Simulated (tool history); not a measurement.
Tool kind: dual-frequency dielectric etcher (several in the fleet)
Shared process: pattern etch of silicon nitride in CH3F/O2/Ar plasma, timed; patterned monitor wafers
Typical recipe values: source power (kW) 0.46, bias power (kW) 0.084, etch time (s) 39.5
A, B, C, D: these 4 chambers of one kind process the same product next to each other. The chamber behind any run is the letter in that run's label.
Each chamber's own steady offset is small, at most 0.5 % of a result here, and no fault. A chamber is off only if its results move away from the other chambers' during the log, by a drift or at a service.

run	day	source power (kW)	bias power (kW)	etch time (s)	hours since the last wet clean	hours since the last source power generator calibration	hours since the last bias power generator calibration	read-back reference wafer on the same gauge, depth_nm	mean etch depth across the wafer (Å)
1D	0.45	0.46	0.084	39.5	528.3	457.9	117.7	35.057	303.84
2C	0.875	0.46	0.084	39.5	409.4	1050.3	2843.5	35.067	307.98
3B	1.117	0.46	0.084	39.5	343.2	111.3	2090	35.111	311.04
# day 1.192: chamber B: wet clean of the chamber
4A	1.512	0.46	0.084	39.5	254.2	252.2	1834.5	35.154	306.83
5B	1.862	0.46	0.084	39.5	16.2	129.2	2107.9	35.07	307.13
6C	2.108	0.46	0.084	39.5	439	1079.9	2873.1	35.114	305.96
# day 2.342: chamber C: wet clean of the chamber
7D	2.417	0.46	0.084	39.5	575.5	505.1	164.9	35.117	307.02
8A	2.883	0.46	0.084	39.5	287.1	285.1	1867.4	35.091	305.14
9B	3.125	0.46	0.084	39.5	46.5	159.5	2138.2	35.059	312.74
10D	3.458	0.46	0.084	39.5	600.5	530.1	189.9	35.102	305.9
# day 3.779: chamber D: wet clean of the chamber
11C	3.854	0.46	0.084	39.5	36.3	1121.8	2915	35.112	306.33
12A	4.229	0.46	0.084	39.5	319.4	317.4	1899.7	35.06	305.78
13A	4.438	0.46	0.084	39.5	324.4	322.4	1904.7	35.144	306.37
14C	4.667	0.46	0.084	39.5	55.8	1141.3	2934.5	35.101	312.38
15B	5.104	0.46	0.084	39.5	94	207	2185.7	35.116	312
16D	5.475	0.54	0.084	39.5	40.8	578.5	238.3	35.076	325.81
17D	5.912	0.54	0.084	39.5	51.3	589	248.8	35.151	324.26
18C	6.25	0.54	0.084	39.5	93.8	1179.3	2972.5	35.12	326.77
19B	6.621	0.54	0.084	39.5	130.4	243.4	2222.1	35.061	328.66
20A	6.988	0.46	0.084	39.5	385.6	383.6	1965.9	35.076	305.12
21D	7.412	0.46	0.084	39.5	87.3	625	284.8	35.085	304.79
22A	7.692	0.46	0.084	39.5	402.5	400.5	1982.8	35.122	308.31
23B	7.925	0.46	0.084	39.5	161.7	274.7	2253.4	35.102	305.62
24C	8.233	0.46	0.084	39.5	141.4	1226.9	3020.1	35.047	305.87
25D	8.521	0.46	0.084	39.5	113.9	651.6	311.4	35.134	303.66
26B	8.958	0.46	0.084	39.5	186.5	299.5	2278.2	35.077	310.54
27A	9.167	0.46	0.084	39.5	437.9	435.9	2018.2	35.067	308.54
28C	9.604	0.46	0.084	39.5	174.3	1259.8	3053	35.07	306.7
29A	9.912	0.46	0.084	39.5	455.8	453.8	2036.1	35.097	304.59
30D	10.338	0.46	0.084	39.5	157.5	695.2	355	35.092	305.72
31C	10.583	0.46	0.084	39.5	197.8	1283.3	3076.5	35.127	305.28
32B	10.808	0.37	0.084	39.5	230.9	343.9	2322.6	35.091	285.55

The same settings go to every chamber for the next run, one line per chamber below. Forecast the results for each:
33A	11.15	0.46	0.084	31.5					?
33B	11.15	0.46	0.084	31.5					?
33C	11.15	0.46	0.084	31.5					?
33D	11.15	0.46	0.084	31.5					?

run	mean etch depth across the wafer (Å)
33A	243.62
33B	245.47
33C	248.24
33D	244.82
